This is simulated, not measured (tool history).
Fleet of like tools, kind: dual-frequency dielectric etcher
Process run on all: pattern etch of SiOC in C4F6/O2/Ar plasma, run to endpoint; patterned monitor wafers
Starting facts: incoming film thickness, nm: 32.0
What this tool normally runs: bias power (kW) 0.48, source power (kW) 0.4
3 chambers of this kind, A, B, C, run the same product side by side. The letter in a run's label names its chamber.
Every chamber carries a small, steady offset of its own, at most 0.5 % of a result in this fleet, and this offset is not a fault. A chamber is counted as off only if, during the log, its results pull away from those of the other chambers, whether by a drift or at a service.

run   hour  bias power (kW)  source power (kW)  hours since the last wet clean  hours since the last bias power generator calibration  hours since the last source power generator calibration  endpoint time (s)
 1B      9             0.48                0.4                           290.6                                                  195.2                                                    841.3             10.924
 2C   23.3             0.48                0.4                             310                                                  593.5                                                   1387.6             10.933
 3A   35.9             0.48                0.4                           120.1                                                   1049                                                   2974.4             10.907
 4B   50.2             0.48                0.4                           331.8                                                  236.4                                                    882.5             10.946
 5A   65.1             0.48               0.44                           149.3                                                 1078.2                                                   3003.6             10.516
 6C   75.3             0.48               0.44                             362                                                  645.5                                                   1439.6             10.557
 7C     83             0.48               0.44                           369.7                                                  653.2                                                   1447.3             10.494
 8B   95.1             0.48                0.4                           376.7                                                  281.3                                                    927.4              10.92
 9A  102.9             0.48                0.4                           187.1                                                   1116                                                   3041.4             10.963
10B  113.4            0.372               0.43                             395                                                  299.6                                                    945.7              11.72
11C  127.5            0.372               0.43                           414.2                                                  697.7                                                   1491.8             11.695
12A  137.9            0.372               0.43                           222.1                                                   1151                                                   3076.4             11.664
13C  152.3             0.48                0.4                             439                                                  722.5                                                   1516.6             11.033
14A  166.3             0.48                0.4                           250.5                                                 1179.4                                                   3104.8             10.877
15B  180.9             0.48                0.4                           462.5                                                  367.1                                                   1013.2             10.907
16A  193.1             0.48                0.4                           277.3                                                 1206.2                                                   3131.6              10.93
17B  208.1             0.48                0.4                           489.7                                                  394.3                                                   1040.4             10.966
       216  -- chamber B: wet clean of the chamber
18C  222.7             0.48                0.4                           509.4                                                  792.9                                                     1587             11.216
19A    238             0.48                0.4                           322.2                                                 1251.1                                                   3176.5             10.947
20B  246.8             0.48                0.4                            30.9                                                    433                                                   1079.1             10.926
21C  258.1             0.48                0.4                           544.8                                                  828.3                                                   1622.4             11.235
22B  265.8             0.48                0.4                            49.9                                                    452                                                   1098.1             10.913
23C  273.1             0.48                0.4                           559.8                                                  843.3                                                   1637.4             11.203

All chambers now run identical settings, listed one chamber a line with results as question marks. What results will each chamber show?
24A  284.1            0.436                0.4                                                                                                                                                                  ?
24B  284.1            0.436                0.4                                                                                                                                                                  ?
24C  284.1            0.436                0.4                                                                                                                                                                  ?

run  endpoint time (s)
24A             11.285
24B             11.374
24C             11.683
